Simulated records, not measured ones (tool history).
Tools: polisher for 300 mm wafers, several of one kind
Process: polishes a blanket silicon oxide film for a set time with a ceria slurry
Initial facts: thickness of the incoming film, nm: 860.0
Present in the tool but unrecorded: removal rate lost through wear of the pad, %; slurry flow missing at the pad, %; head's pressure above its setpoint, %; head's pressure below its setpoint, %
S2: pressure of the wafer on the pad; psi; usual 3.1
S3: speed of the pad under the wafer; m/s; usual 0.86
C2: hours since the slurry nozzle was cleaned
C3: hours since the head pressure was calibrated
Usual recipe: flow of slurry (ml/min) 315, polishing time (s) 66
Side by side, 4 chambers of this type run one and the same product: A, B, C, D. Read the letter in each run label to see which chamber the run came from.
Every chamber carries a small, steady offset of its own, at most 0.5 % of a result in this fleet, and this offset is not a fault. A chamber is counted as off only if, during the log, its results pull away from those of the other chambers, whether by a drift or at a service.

run 1C hour=7 | flow_of_slurry_(ml/min)=315 S2=3.1 S3=0.86 polishing_time_(s)=66 | wafers_polished_on_this_pad=607 C2=206.4 C3=103.8 | film_removed_(nm)=255.59
-- hour=12.9 chamber B: worn pad replaced by a new one
run 2B hour=12.9 | flow_of_slurry_(ml/min)=315 S2=3.1 S3=0.86 polishing_time_(s)=66 | wafers_polished_on_this_pad=0 C2=344.3 C3=251.9 | film_removed_(nm)=255.55
-- hour=18.8 chamber A: worn pad replaced by a new one
run 3A hour=19.9 | flow_of_slurry_(ml/min)=315 S2=3.1 S3=0.86 polishing_time_(s)=66 | wafers_polished_on_this_pad=17 C2=246.3 C3=923.8 | film_removed_(nm)=259.07
-- hour=25.6 chamber B: slurry nozzle cleaned
-- hour=25.9 chamber D: worn pad replaced by a new one
run 4D hour=27.6 | flow_of_slurry_(ml/min)=315 S2=3.1 S3=0.86 polishing_time_(s)=66 | wafers_polished_on_this_pad=27 C2=646.7 C3=617.9 | film_removed_(nm)=257.07
run 5B hour=34.5 | flow_of_slurry_(ml/min)=315 S2=3.1 S3=0.86 polishing_time_(s)=66 | wafers_polished_on_this_pad=331 C2=9 C3=273.5 | film_removed_(nm)=260.61
run 6D hour=41.5 | flow_of_slurry_(ml/min)=315 S2=3.1 S3=0.86 polishing_time_(s)=66 | wafers_polished_on_this_pad=240 C2=660.6 C3=631.8 | film_removed_(nm)=260.37
-- hour=44.2 chamber C: worn pad replaced by a new one
run 7C hour=46.6 | flow_of_slurry_(ml/min)=315 S2=3.1 S3=0.86 polishing_time_(s)=66 | wafers_polished_on_this_pad=38 C2=246 C3=143.4 | film_removed_(nm)=260.24
run 8A hour=52.2 | flow_of_slurry_(ml/min)=315 S2=3.1 S3=0.86 polishing_time_(s)=66 | wafers_polished_on_this_pad=511 C2=278.6 C3=956.1 | film_removed_(nm)=254.75
run 9B hour=61.3 | flow_of_slurry_(ml/min)=315 S2=3.1 S3=0.86 polishing_time_(s)=66 | wafers_polished_on_this_pad=741 C2=35.8 C3=300.3 | film_removed_(nm)=264.14
-- hour=61.4 chamber A: worn pad replaced by a new one
run 10D hour=68 | flow_of_slurry_(ml/min)=315 S2=3.1 S3=0.86 polishing_time_(s)=66 | wafers_polished_on_this_pad=645 C2=687.1 C3=658.3 | film_removed_(nm)=261.7
-- hour=68.8 chamber B: worn pad replaced by a new one
-- hour=70.7 chamber D: slurry nozzle cleaned
-- hour=70.8 chamber D: head pressure recalibrated
run 11A hour=74.3 | flow_of_slurry_(ml/min)=315 S2=3.1 S3=0.86 polishing_time_(s)=66 | wafers_polished_on_this_pad=197 C2=300.7 C3=978.2 | film_removed_(nm)=257.71
run 12C hour=80.6 | flow_of_slurry_(ml/min)=315 S2=3.1 S3=0.86 polishing_time_(s)=66 | wafers_polished_on_this_pad=558 C2=280 C3=177.4 | film_removed_(nm)=253.07
-- hour=87.6 chamber A: head pressure recalibrated
run 13A hour=90.1 | flow_of_slurry_(ml/min)=315 S2=3.1 S3=0.86 polishing_time_(s)=66 | wafers_polished_on_this_pad=439 C2=316.5 C3=2.6 | film_removed_(nm)=254.09
run 14C hour=96.6 | flow_of_slurry_(ml/min)=315 S2=3.1 S3=0.86 polishing_time_(s)=66 | wafers_polished_on_this_pad=803 C2=296 C3=193.4 | film_removed_(nm)=253.13
-- hour=100 chamber D: worn pad replaced by a new one
-- hour=106.7 chamber C: worn pad replaced by a new one
run 15D hour=107.5 | flow_of_slurry_(ml/min)=315 S2=3.1 S3=0.86 polishing_time_(s)=66 | wafers_polished_on_this_pad=115 C2=36.8 C3=36.7 | film_removed_(nm)=263.01
-- hour=112.3 chamber A: worn pad replaced by a new one
run 16B hour=114.9 | flow_of_slurry_(ml/min)=410 S2=3.1 S3=0.86 polishing_time_(s)=73 | wafers_polished_on_this_pad=707 C2=89.4 C3=353.9 | film_removed_(nm)=293.97
-- hour=124.6 chamber B: worn pad replaced by a new one
run 17C hour=125.7 | flow_of_slurry_(ml/min)=410 S2=3.1 S3=0.86 polishing_time_(s)=73 | wafers_polished_on_this_pad=292 C2=325.1 C3=222.5 | film_removed_(nm)=278.35
run 18B hour=136.5 | flow_of_slurry_(ml/min)=410 S2=3.1 S3=0.86 polishing_time_(s)=73 | wafers_polished_on_this_pad=182 C2=111 C3=375.5 | film_removed_(nm)=296.2
-- hour=138.6 chamber B: head pressure recalibrated
run 19A hour=143.4 | flow_of_slurry_(ml/min)=410 S2=3.1 S3=0.86 polishing_time_(s)=73 | wafers_polished_on_this_pad=476 C2=369.8 C3=55.9 | film_removed_(nm)=293.08
run 20D hour=150.3 | flow_of_slurry_(ml/min)=315 S2=3.1 S3=0.86 polishing_time_(s)=66 | wafers_polished_on_this_pad=771 C2=79.6 C3=79.5 | film_removed_(nm)=257.75
run 21A hour=157 | flow_of_slurry_(ml/min)=315 S2=3.1 S3=0.86 polishing_time_(s)=66 | wafers_polished_on_this_pad=684 C2=383.4 C3=69.5 | film_removed_(nm)=262.84
-- hour=162.2 chamber A: worn pad replaced by a new one
-- hour=162.4 chamber D: worn pad replaced by a new one
run 22B hour=165.5 | flow_of_slurry_(ml/min)=315 S2=3.1 S3=0.86 polishing_time_(s)=66 | wafers_polished_on_this_pad=626 C2=140 C3=27 | film_removed_(nm)=266
run 23D hour=175.2 | flow_of_slurry_(ml/min)=315 S2=3.1 S3=0.86 polishing_time_(s)=66 | wafers_polished_on_this_pad=197 C2=104.5 C3=104.4 | film_removed_(nm)=267.5
-- hour=181.3 chamber B: worn pad replaced by a new one
-- hour=181.6 chamber C: worn pad replaced by a new one
run 24C hour=184.6 | flow_of_slurry_(ml/min)=315 S2=3.1 S3=0.86 polishing_time_(s)=66 | wafers_polished_on_this_pad=46 C2=384 C3=281.4 | film_removed_(nm)=241.91
run 25A hour=190.4 | flow_of_slurry_(ml/min)=315 S2=3.1 S3=0.86 polishing_time_(s)=66 | wafers_polished_on_this_pad=432 C2=416.8 C3=102.9 | film_removed_(nm)=261.93
run 26C hour=198.1 | flow_of_slurry_(ml/min)=315 S2=3.1 S3=0.74 polishing_time_(s)=66 | wafers_polished_on_this_pad=253 C2=397.5 C3=294.9 | film_removed_(nm)=204.68
run 27B hour=208.1 | flow_of_slurry_(ml/min)=315 S2=3.1 S3=0.74 polishing_time_(s)=66 | wafers_polished_on_this_pad=410 C2=182.6 C3=69.6 | film_removed_(nm)=224.38
run 28D hour=216.1 | flow_of_slurry_(ml/min)=315 S2=3.1 S3=0.74 polishing_time_(s)=66 | wafers_polished_on_this_pad=823 C2=145.4 C3=145.3 | film_removed_(nm)=222.72
run 29B hour=225.4 | flow_of_slurry_(ml/min)=315 S2=3.1 S3=0.74 polishing_time_(s)=66 | wafers_polished_on_this_pad=675 C2=199.9 C3=86.9 | film_removed_(nm)=223.18

Does one chamber stand apart from the rest, does the shared gauge drift, or is all well apart from small per-chamber offsets? Give the chamber and the most likely cause, where there is one.

It is chamber C that slowly wanders off from its peers.
Cause: head's pressure below its setpoint, % = 9.66.

Chamber C could run next with any of the 4 candidate recipes listed below; each alters the usual settings, and their results appear as question marks. Which one brings its results back in line with what the other chambers deliver on the usual settings?
In line means no further than this from the other chambers' mean on the usual settings: film removed (nm) 10
run 30C-1 hour=233.2 | flow_of_slurry_(ml/min)=315 S2=3 S3=0.82 polishing_time_(s)=66 | film_removed_(nm)=?
run 30C-2 hour=233.2 | flow_of_slurry_(ml/min)=315 S2=3.1 S3=0.86 polishing_time_(s)=67 | film_removed_(nm)=?
run 30C-3 hour=233.2 | flow_of_slurry_(ml/min)=315 S2=3.1 S3=0.86 polishing_time_(s)=65 | film_removed_(nm)=?
run 30C-4 hour=233.2 | flow_of_slurry_(ml/min)=315 S2=3.3 S3=0.86 polishing_time_(s)=69 | film_removed_(nm)=?

On the usual settings, the other chambers give on average: film removed (nm) 257.9
run=30C-1 film_removed_(nm)=216.06
run=30C-2 film_removed_(nm)=237.85
run=30C-3 film_removed_(nm)=230.75
run=30C-4 film_removed_(nm)=260.74
Change 30C-4 lands the chamber within the allowed miss of the other chambers.
